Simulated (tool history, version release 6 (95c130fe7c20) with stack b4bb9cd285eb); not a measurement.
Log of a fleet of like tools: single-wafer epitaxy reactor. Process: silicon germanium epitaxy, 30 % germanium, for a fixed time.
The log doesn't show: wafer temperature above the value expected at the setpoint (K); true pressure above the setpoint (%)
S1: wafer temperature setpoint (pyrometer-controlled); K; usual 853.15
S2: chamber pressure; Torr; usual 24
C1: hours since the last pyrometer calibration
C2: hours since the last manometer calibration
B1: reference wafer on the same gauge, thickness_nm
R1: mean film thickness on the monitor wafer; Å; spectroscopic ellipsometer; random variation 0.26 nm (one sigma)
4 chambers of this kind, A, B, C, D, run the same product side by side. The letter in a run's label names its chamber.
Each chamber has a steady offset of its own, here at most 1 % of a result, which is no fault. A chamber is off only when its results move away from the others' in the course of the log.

| run | hour | S1 | S2 | C1 | C2 | B1 | R1 |
|---|---|---|---|---|---|---|---|
| 1A | 6.1 | 853.15 | 24 | 1054.8 | 798.3 | 38.398 | 430.87 |
| 2C | 10 | 853.15 | 24 | 938.8 | 1386.7 | 38.388 | 436.92 |
| 3B | 12.9 | 853.15 | 24 | 2099.2 | 1307.6 | 38.385 | 436.77 |
| 4D | 16.2 | 853.15 | 24 | 394.7 | 2504.9 | 38.428 | 432.31 |
| 5C | 19.3 | 853.15 | 24 | 948.1 | 1396 | 38.434 | 438.19 |
| 6B | 23.1 | 853.15 | 24 | 2109.4 | 1317.8 | 38.34 | 434.44 |
| 7A | 26.8 | 853.15 | 24 | 1075.5 | 819 | 38.402 | 438.44 |
| 8D | 30.3 | 853.15 | 24 | 408.8 | 2519 | 38.402 | 432.52 |
| 9D | 35.3 | 865.15 | 27.3 | 413.8 | 2524 | 38.355 | 572.52 |
| 10B | 40.9 | 865.15 | 27.3 | 2127.2 | 1335.6 | 38.445 | 571.45 |
| 11A | 45.6 | 865.15 | 27.3 | 1094.3 | 837.8 | 38.451 | 573.9 |
| 12C | 48.5 | 865.15 | 27.3 | 977.3 | 1425.2 | 38.426 | 572.15 |
| 13B | 52.7 | 853.15 | 24 | 2139 | 1347.4 | 38.369 | 435.52 |
| 14C | 58.1 | 853.15 | 24 | 986.9 | 1434.8 | 38.418 | 434.05 |
| 15D | 63 | 853.15 | 24 | 441.5 | 2551.7 | 38.364 | 435.98 |
|  | 64.6 | chamber B: pyrometer calibrated |
| 16A | 67.2 | 842.15 | 19.2 | 1115.9 | 859.4 | 38.45 | 323.48 |
| 17A | 70.6 | 842.15 | 19.2 | 1119.3 | 862.8 | 38.403 | 327.15 |
| 18C | 74.1 | 842.15 | 19.2 | 1002.9 | 1450.8 | 38.417 | 321.93 |
| 19D | 78.4 | 842.15 | 19.2 | 456.9 | 2567.1 | 38.351 | 322.32 |
| 20B | 84.9 | 853.15 | 24 | 20.3 | 1379.6 | 38.401 | 452.47 |
| 21C | 88.2 | 853.15 | 24 | 1017 | 1464.9 | 38.42 | 434.68 |
| 22A | 92 | 853.15 | 21.8 | 1140.7 | 884.2 | 38.422 | 416.49 |
| 23B | 97.2 | 853.15 | 21.8 | 32.6 | 1391.9 | 38.392 | 439.98 |
| 24D | 103.6 | 853.15 | 21.8 | 482.1 | 2592.3 | 38.41 | 413.26 |
| 25B | 109.1 | 853.15 | 21.8 | 44.5 | 1403.8 | 38.42 | 440.64 |
| 26D | 114.3 | 853.15 | 24 | 492.8 | 2603 | 38.396 | 432.78 |
| 27C | 120.7 | 853.15 | 24 | 1049.5 | 1497.4 | 38.365 | 434.16 |
| 28A | 124.2 | 853.15 | 24 | 1172.9 | 916.4 | 38.462 | 431 |
| 29D | 128.5 | 853.15 | 24 | 507 | 2617.2 | 38.388 | 431.06 |
| 30A | 134.3 | 861.15 | 27.5 | 1183 | 926.5 | 38.43 | 539.63 |
| 31B | 138.6 | 861.15 | 27.5 | 74 | 1433.3 | 38.383 | 558 |
| 32C | 142 | 861.15 | 27.5 | 1070.8 | 1518.7 | 38.409 | 536.26 |
| 33D | 147.5 | 861.15 | 27.5 | 526 | 2636.2 | 38.385 | 530.01 |

Is one chamber off against the others, does the gauge drift, or is nothing wrong? If a chamber is off, say which, and what the likeliest cause is.

A service left chamber B off against the others.
Cause: wafer temperature above the value expected at the setpoint (K) = 2.34.

Here are 4 candidates for chamber B's next run, each the usual settings with a change, their results left as question marks. Which one brings its results back in line with what the others give on the usual settings?
In line means no further than this from the other chambers' mean on the usual settings: R1 9 Å
| 34B-1 | 152.3 | 855.15 | 24.3 |  |  |  | ? |
| 34B-2 | 152.3 | 853.15 | 23.9 |  |  |  | ? |
| 34B-3 | 152.3 | 851.15 | 23.7 |  |  |  | ? |
| 34B-4 | 152.3 | 853.15 | 24.1 |  |  |  | ? |

The other chambers' mean on the usual settings: R1 435.02 Å
| run | R1 |
|---|---|
| 34B-1 | 474.34 |
| 34B-2 | 453.74 |
| 34B-3 | 435.4 |
| 34B-4 | 455.27 |
34B-3 brings the chamber back in line.

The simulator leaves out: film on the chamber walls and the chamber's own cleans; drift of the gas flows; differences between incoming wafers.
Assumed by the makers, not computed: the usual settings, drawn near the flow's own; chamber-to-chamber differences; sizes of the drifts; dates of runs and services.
